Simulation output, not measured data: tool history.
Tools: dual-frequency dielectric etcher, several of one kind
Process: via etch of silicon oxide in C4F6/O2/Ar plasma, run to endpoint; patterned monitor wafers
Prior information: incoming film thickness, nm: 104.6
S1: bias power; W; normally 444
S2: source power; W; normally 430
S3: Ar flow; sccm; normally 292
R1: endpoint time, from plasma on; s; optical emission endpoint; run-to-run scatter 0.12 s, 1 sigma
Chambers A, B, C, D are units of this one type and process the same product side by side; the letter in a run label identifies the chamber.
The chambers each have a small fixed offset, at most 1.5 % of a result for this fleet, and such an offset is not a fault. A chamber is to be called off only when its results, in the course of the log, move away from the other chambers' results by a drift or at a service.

run   hour   S1   S2   S3      R1
 1C    5.5  444  430  292  23.436
 2B   11.9  444  430  292  23.137
 3A   18.5  444  430  292  23.035
      18.6  -- chamber C: wet clean of the chamber
        20  -- chamber D: wet clean of the chamber
 4D   28.8  444  430  292  23.498
 5B   40.9  444  430  292  23.435
      50.1  -- chamber A: wet clean of the chamber
 6C   50.2  444  430  292   23.44
 7D   56.9  444  430  292  23.661
      60.5  -- chamber B: wet clean of the chamber
 8A   63.3  530  430  292  21.422
 9C   69.8  530  430  292  21.984
10D   78.9  530  430  292  21.862
11B   85.8  530  430  292  21.852
12A   97.9  444  360  225  23.756
13C  107.4  444  360  225  24.549
14A  112.9  444  360  225  24.136
15D  122.9  444  360  225  24.426
16B  135.4  444  430  292  23.529
17A  146.5  444  430  292  23.097
18D  152.2  444  430  292  23.533
19B  163.1  444  430  292  23.462
20C  170.3  444  490  292  22.157
21A  181.7  444  490  292  21.997
22D  193.2  444  490  292  22.263
23B  199.4  444  490  292  22.142
24C  206.9  444  430  292  23.346
25A    215  444  430  292  23.058
26D  226.9  444  520  292  21.723
     232.5  -- chamber C: source power generator calibrated
27C  236.9  444  520  292  21.683
28B  247.2  444  520  292  21.633
29C  255.7  444  520  292   21.66
30B  267.6  382  430  237  23.833
31D  276.5  382  430  237  24.085
32A    289  382  430  237  23.693
33D  298.7  382  430  237  23.992
34A  304.6  444  430  292  22.936
35B  315.3  444  430  244  22.804
36C    322  444  430  244  22.962

Next, every chamber runs the same settings. What will each give?
37A   331  444  430  358   ?
37B   331  444  430  358   ?
37C   331  444  430  358   ?
37D   331  444  430  358   ?

run      R1
37A  23.565
37B  23.923
37C  23.986
37D  23.638

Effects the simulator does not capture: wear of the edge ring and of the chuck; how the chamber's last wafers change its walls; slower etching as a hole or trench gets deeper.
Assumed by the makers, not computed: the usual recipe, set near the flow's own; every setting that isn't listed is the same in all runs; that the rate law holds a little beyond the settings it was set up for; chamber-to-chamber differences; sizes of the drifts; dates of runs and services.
